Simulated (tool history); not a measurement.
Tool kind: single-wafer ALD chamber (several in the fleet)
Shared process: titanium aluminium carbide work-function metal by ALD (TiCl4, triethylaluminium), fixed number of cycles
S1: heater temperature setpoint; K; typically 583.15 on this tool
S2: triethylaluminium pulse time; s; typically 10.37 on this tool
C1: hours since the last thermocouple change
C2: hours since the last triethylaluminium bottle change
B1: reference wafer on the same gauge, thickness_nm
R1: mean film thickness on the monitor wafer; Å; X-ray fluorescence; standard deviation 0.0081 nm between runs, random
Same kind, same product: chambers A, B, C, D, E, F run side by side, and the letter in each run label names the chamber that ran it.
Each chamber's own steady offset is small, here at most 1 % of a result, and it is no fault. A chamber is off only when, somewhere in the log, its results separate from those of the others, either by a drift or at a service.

run 1E hour=8.4 | S1=583.15 S2=10.37 | C1=2266.7 C2=1610.7 | B1=2.4003 | R1=20.813
run 2D hour=13.1 | S1=583.15 S2=10.37 | C1=533.0 C2=479.6 | B1=2.4008 | R1=21.058
run 3A hour=19.8 | S1=583.15 S2=10.37 | C1=236.4 C2=938.5 | B1=2.3987 | R1=20.782
run 4B hour=26.3 | S1=583.15 S2=10.37 | C1=567.7 C2=950.0 | B1=2.4014 | R1=20.956
run 5C hour=33.8 | S1=583.15 S2=10.37 | C1=567.8 C2=928.8 | B1=2.3991 | R1=20.935
run 6F hour=43.3 | S1=583.15 S2=10.37 | C1=514.8 C2=571.7 | B1=2.3992 | R1=20.953
run 7A hour=52.8 | S1=583.15 S2=10.37 | C1=269.4 C2=971.5 | B1=2.4000 | R1=20.782
-- hour=54.2 chamber B: triethylaluminium bottle replaced
run 8C hour=58.6 | S1=583.15 S2=10.37 | C1=592.6 C2=953.6 | B1=2.4006 | R1=20.867
run 9D hour=63.3 | S1=583.15 S2=10.37 | C1=583.2 C2=529.8 | B1=2.4004 | R1=21.216
run 10E hour=72.2 | S1=583.15 S2=10.37 | C1=2330.5 C2=1674.5 | B1=2.4012 | R1=21.086
run 11B hour=81.3 | S1=583.15 S2=10.37 | C1=622.7 C2=27.2 | B1=2.4001 | R1=20.758
run 12F hour=90.4 | S1=583.15 S2=10.37 | C1=561.9 C2=618.8 | B1=2.4006 | R1=20.880
run 13A hour=99.1 | S1=583.15 S2=10.37 | C1=315.7 C2=1017.8 | B1=2.4017 | R1=20.673
run 14E hour=104.2 | S1=583.15 S2=10.37 | C1=2362.5 C2=1706.5 | B1=2.3991 | R1=21.089
run 15F hour=110.7 | S1=590.15 S2=6.37 | C1=582.2 C2=639.1 | B1=2.4016 | R1=19.746
run 16D hour=119.6 | S1=590.15 S2=6.37 | C1=639.5 C2=586.1 | B1=2.4013 | R1=19.659
run 17C hour=129.3 | S1=590.15 S2=6.37 | C1=663.3 C2=1024.3 | B1=2.3991 | R1=19.425
-- hour=129.4 chamber F: triethylaluminium bottle replaced
run 18B hour=138.1 | S1=590.15 S2=6.37 | C1=679.5 C2=84.0 | B1=2.3995 | R1=19.805
run 19A hour=146.2 | S1=590.15 S2=6.37 | C1=362.8 C2=1064.9 | B1=2.3991 | R1=19.193
run 20F hour=152.7 | S1=590.15 S2=6.37 | C1=624.2 C2=23.3 | B1=2.4005 | R1=19.742
run 21E hour=157.4 | S1=583.15 S2=10.37 | C1=2415.7 C2=1759.7 | B1=2.3983 | R1=20.954
run 22B hour=164.8 | S1=583.15 S2=10.37 | C1=706.2 C2=110.7 | B1=2.4016 | R1=20.825
run 23C hour=169.3 | S1=583.15 S2=10.37 | C1=703.3 C2=1064.3 | B1=2.4011 | R1=20.770
run 24D hour=177.8 | S1=583.15 S2=10.37 | C1=697.7 C2=644.3 | B1=2.4002 | R1=21.035
run 25C hour=186.0 | S1=583.15 S2=10.37 | C1=720.0 C2=1081.0 | B1=2.3985 | R1=20.721
run 26E hour=193.4 | S1=583.15 S2=10.37 | C1=2451.7 C2=1795.7 | B1=2.4027 | R1=20.915
run 27B hour=198.5 | S1=583.15 S2=10.37 | C1=739.9 C2=144.4 | B1=2.4014 | R1=20.778
run 28F hour=207.1 | S1=583.15 S2=10.37 | C1=678.6 C2=77.7 | B1=2.3994 | R1=20.908
-- hour=207.5 chamber E: triethylaluminium bottle replaced
run 29D hour=214.4 | S1=572.15 S2=12.05 | C1=734.3 C2=680.9 | B1=2.4006 | R1=20.425
run 30A hour=219.7 | S1=572.15 S2=12.05 | C1=436.3 C2=1138.4 | B1=2.4000 | R1=20.027
run 31A hour=224.7 | S1=572.15 S2=12.05 | C1=441.3 C2=1143.4 | B1=2.3987 | R1=20.103
run 32D hour=231.7 | S1=572.15 S2=12.05 | C1=751.6 C2=698.2 | B1=2.3990 | R1=20.408
run 33C hour=237.3 | S1=572.15 S2=12.05 | C1=771.3 C2=1132.3 | B1=2.3993 | R1=20.096
run 34E hour=244.9 | S1=572.15 S2=12.05 | C1=2503.2 C2=37.4 | B1=2.4009 | R1=20.408
run 35F hour=253.0 | S1=583.15 S2=10.37 | C1=724.5 C2=123.6 | B1=2.3991 | R1=21.069
run 36B hour=260.4 | S1=583.15 S2=10.37 | C1=801.8 C2=206.3 | B1=2.3989 | R1=20.849
run 37B hour=266.4 | S1=583.15 S2=10.37 | C1=807.8 C2=212.3 | B1=2.4017 | R1=20.879
run 38A hour=273.5 | S1=583.15 S2=10.37 | C1=490.1 C2=1192.2 | B1=2.4000 | R1=20.716
run 39C hour=279.8 | S1=583.15 S2=10.37 | C1=813.8 C2=1174.8 | B1=2.4009 | R1=20.544
run 40F hour=284.6 | S1=583.15 S2=10.37 | C1=756.1 C2=155.2 | B1=2.4018 | R1=20.895
run 41D hour=289.0 | S1=583.15 S2=10.37 | C1=808.9 C2=755.5 | B1=2.4001 | R1=21.198
run 42E hour=296.0 | S1=583.15 S2=10.37 | C1=2554.3 C2=88.5 | B1=2.4021 | R1=21.077
run 43D hour=300.8 | S1=583.15 S2=10.37 | C1=820.7 C2=767.3 | B1=2.4009 | R1=21.136
run 44E hour=306.5 | S1=583.15 S2=10.37 | C1=2564.8 C2=99.0 | B1=2.4002 | R1=21.054

Decide between three cases: one chamber stands off from its peers, the gauge reading all wafers drifts, or nothing is wrong past each chamber's small offset. Where a chamber is off, say which and what most likely put it there.

Little by little, chamber C moves away from the other chambers.
What lies behind it: triethylaluminium dose below that of a fresh bottle (%) = 15.
It could be hard to tell apart here from: wafer temperature below the value expected at the setpoint (K).

Which of the 4 candidates below, each the usual settings with something changed and its results left as question marks, puts chamber C back in line with what the other chambers give on the usual settings?
To be in line, a result may differ from the other chambers' mean on the usual settings by at most: R1 0.280 Å
run 45C-1 hour=313.6 | S1=586.15 S2=11.16 | R1=?
run 45C-2 hour=313.6 | S1=580.15 S2=9.58 | R1=?
run 45C-3 hour=313.6 | S1=578.15 S2=8.92 | R1=?
run 45C-4 hour=313.6 | S1=590.15 S2=12.30 | R1=?

On the usual settings, the other chambers give on average: R1 20.925 Å
run=45C-1 R1=20.901
run=45C-2 R1=19.908
run=45C-3 R1=19.466
run=45C-4 R1=21.484
45C-1 is the one that brings the chamber's results back in line with the other chambers.
